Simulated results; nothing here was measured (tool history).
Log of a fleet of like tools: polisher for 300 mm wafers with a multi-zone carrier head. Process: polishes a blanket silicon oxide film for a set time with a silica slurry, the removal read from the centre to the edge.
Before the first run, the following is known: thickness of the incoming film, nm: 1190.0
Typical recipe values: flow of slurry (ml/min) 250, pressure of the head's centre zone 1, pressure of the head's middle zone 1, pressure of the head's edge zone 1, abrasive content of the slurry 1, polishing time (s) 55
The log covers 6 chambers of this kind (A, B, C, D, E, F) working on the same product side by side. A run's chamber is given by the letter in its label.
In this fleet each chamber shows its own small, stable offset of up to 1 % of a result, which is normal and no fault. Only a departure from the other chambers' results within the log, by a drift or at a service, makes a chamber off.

| run | day | flow of slurry (ml/min) | pressure of the head's centre zone | pressure of the head's middle zone | pressure of the head's edge zone | abrasive content of the slurry | polishing time (s) | film removed at the wafer's centre (Å) | film removed at mid-radius (Å) | film removed at the wafer's edge (Å) |
|---|---|---|---|---|---|---|---|---|---|---|
|  | 0.083 | chamber B: worn pad replaced by a new one |
| 1E | 0.154 | 250 | 1 | 1 | 1 | 1 | 55 | 1571.4 | 1564.4 | 1573 |
| 2F | 0.317 | 250 | 1 | 1 | 1 | 1 | 55 | 1584.3 | 1554.8 | 1562.5 |
|  | 0.392 | chamber D: worn pad replaced by a new one |
|  | 0.567 | chamber E: slurry nozzle cleaned |
|  | 0.571 | chamber C: worn pad replaced by a new one |
| 3C | 0.588 | 250 | 1 | 1 | 1 | 1 | 55 | 1570.3 | 1559.7 | 1546.7 |
| 4B | 0.783 | 250 | 1 | 1 | 1 | 1 | 55 | 1536.8 | 1562.8 | 1551.4 |
| 5D | 0.983 | 250 | 1 | 1 | 1 | 1 | 55 | 1551.2 | 1569.4 | 1554.3 |
| 6A | 1.267 | 250 | 1 | 1 | 1 | 1 | 55 | 1566.8 | 1542.7 | 1545.6 |
| 7A | 1.5 | 250 | 1 | 1 | 1 | 1 | 55 | 1554.9 | 1541.5 | 1559 |
| 8B | 1.658 | 250 | 1 | 1 | 1 | 1 | 55 | 1533.7 | 1536.9 | 1553.4 |
| 9F | 1.883 | 250 | 1 | 1 | 1 | 1 | 55 | 1555.4 | 1549.4 | 1559.4 |
|  | 2.108 | chamber E: worn pad replaced by a new one |
| 10E | 2.175 | 250 | 1 | 1 | 1 | 1 | 55 | 1552.2 | 1563.7 | 1542.3 |
| 11C | 2.3 | 250 | 1 | 1 | 1 | 1 | 55 | 1599 | 1561.7 | 1557.8 |
|  | 2.433 | chamber D: worn pad replaced by a new one |
| 12D | 2.496 | 250 | 1 | 1.05 | 1 | 0.85 | 55 | 1460.9 | 1495.7 | 1464.6 |
|  | 2.612 | chamber F: worn pad replaced by a new one |
| 13F | 2.712 | 250 | 1 | 1.05 | 1 | 0.85 | 55 | 1447.2 | 1500.1 | 1447.3 |
| 14C | 2.867 | 250 | 1 | 1.05 | 1 | 0.85 | 55 | 1458.8 | 1510.7 | 1453.6 |
| 15D | 3.017 | 250 | 1 | 1.05 | 1 | 0.85 | 55 | 1460.2 | 1502.8 | 1450.2 |
|  | 3.217 | chamber F: centre zone pressure recalibrated |
| 16B | 3.283 | 250 | 1 | 1.05 | 1 | 0.85 | 55 | 1430.3 | 1495 | 1418.6 |
|  | 3.379 | chamber A: worn pad replaced by a new one |
| 17A | 3.567 | 250 | 1 | 1.05 | 1 | 0.85 | 55 | 1452.7 | 1516.6 | 1449.8 |
| 18E | 3.717 | 250 | 1 | 1 | 1 | 1 | 55 | 1537.1 | 1559.1 | 1560.1 |
| 19D | 3.871 | 250 | 1 | 1 | 1 | 1 | 55 | 1559.1 | 1545.1 | 1581.3 |
| 20F | 4.162 | 250 | 1 | 1 | 1 | 1 | 55 | 1579.9 | 1554.8 | 1553.4 |
|  | 4.262 | chamber E: worn pad replaced by a new one |
|  | 4.267 | chamber E: centre zone pressure recalibrated |
| 21A | 4.367 | 250 | 1 | 1.08 | 1 | 1.1 | 55 | 1637.8 | 1736.2 | 1627.1 |
|  | 4.412 | chamber B: worn pad replaced by a new one |
| 22E | 4.638 | 250 | 1 | 1.08 | 1 | 1.1 | 55 | 1642.4 | 1747.4 | 1635.5 |
|  | 4.775 | chamber C: worn pad replaced by a new one |
| 23C | 4.8 | 250 | 1 | 1.08 | 1 | 1.1 | 55 | 1710.8 | 1758.8 | 1616.7 |
|  | 4.888 | chamber D: worn pad replaced by a new one |
| 24B | 5.046 | 250 | 1 | 1.08 | 1 | 1.1 | 55 | 1624.3 | 1726.8 | 1630.7 |
|  | 5.208 | chamber D: edge zone pressure recalibrated |
| 25D | 5.233 | 250 | 1 | 1.08 | 1 | 1.1 | 55 | 1622.6 | 1755.3 | 1632.5 |
| 26F | 5.4 | 250 | 1 | 1.08 | 1 | 1.1 | 55 | 1633.7 | 1753.2 | 1629.3 |
| 27A | 5.596 | 250 | 1 | 1 | 1 | 1 | 55 | 1541.8 | 1553.7 | 1562 |
| 28E | 5.8 | 250 | 1 | 1 | 0.9 | 1 | 55 | 1546.9 | 1583.3 | 1484.8 |
|  | 5.883 | chamber F: worn pad replaced by a new one |
| 29C | 6.054 | 250 | 1 | 1 | 0.9 | 1 | 55 | 1669.5 | 1544.8 | 1476.2 |
|  | 6.196 | chamber F: edge zone pressure recalibrated |
| 30B | 6.246 | 250 | 1 | 1 | 0.9 | 1 | 55 | 1550.6 | 1535 | 1485.9 |
| 31D | 6.396 | 250 | 1 | 1 | 0.9 | 1 | 55 | 1568.5 | 1540.5 | 1501.8 |
| 32F | 6.567 | 250 | 1 | 1 | 0.9 | 1 | 55 | 1564.7 | 1566.2 | 1440.7 |
| 33C | 6.767 | 250 | 1 | 1 | 0.9 | 1 | 55 | 1668 | 1561 | 1471.8 |
|  | 6.883 | chamber E: worn pad replaced by a new one |
| 34E | 6.912 | 250 | 1 | 1 | 1 | 1 | 55 | 1560.8 | 1566.3 | 1555.3 |
|  | 6.933 | chamber D: worn pad replaced by a new one |
| 35A | 7.162 | 250 | 1.09 | 1.09 | 1 | 1 | 55 | 1702.2 | 1681.2 | 1565.3 |
| 36B | 7.446 | 250 | 1.09 | 1.09 | 1 | 1 | 55 | 1691.7 | 1692.2 | 1563.8 |
| 37D | 7.7 | 250 | 1.09 | 1.09 | 1 | 1 | 55 | 1699.9 | 1675.2 | 1563.1 |

For the next run the whole fleet of 6 chambers uses the same settings. Give each chamber's results:
| 38A | 7.908 | 250 | 1 | 1 | 1 | 1 | 55 | ? | ? | ? |
| 38B | 7.908 | 250 | 1 | 1 | 1 | 1 | 55 | ? | ? | ? |
| 38C | 7.908 | 250 | 1 | 1 | 1 | 1 | 55 | ? | ? | ? |
| 38D | 7.908 | 250 | 1 | 1 | 1 | 1 | 55 | ? | ? | ? |
| 38E | 7.908 | 250 | 1 | 1 | 1 | 1 | 55 | ? | ? | ? |
| 38F | 7.908 | 250 | 1 | 1 | 1 | 1 | 55 | ? | ? | ? |

| run | film removed at the wafer's centre (Å) | film removed at mid-radius (Å) | film removed at the wafer's edge (Å) |
|---|---|---|---|
| 38A | 1568.3 | 1558.9 | 1564.9 |
| 38B | 1533.1 | 1525 | 1555.4 |
| 38C | 1684.7 | 1573.6 | 1553.3 |
| 38D | 1559.7 | 1561.8 | 1562.7 |
| 38E | 1567.3 | 1577.2 | 1560.1 |
| 38F | 1573.8 | 1570.1 | 1536.6 |
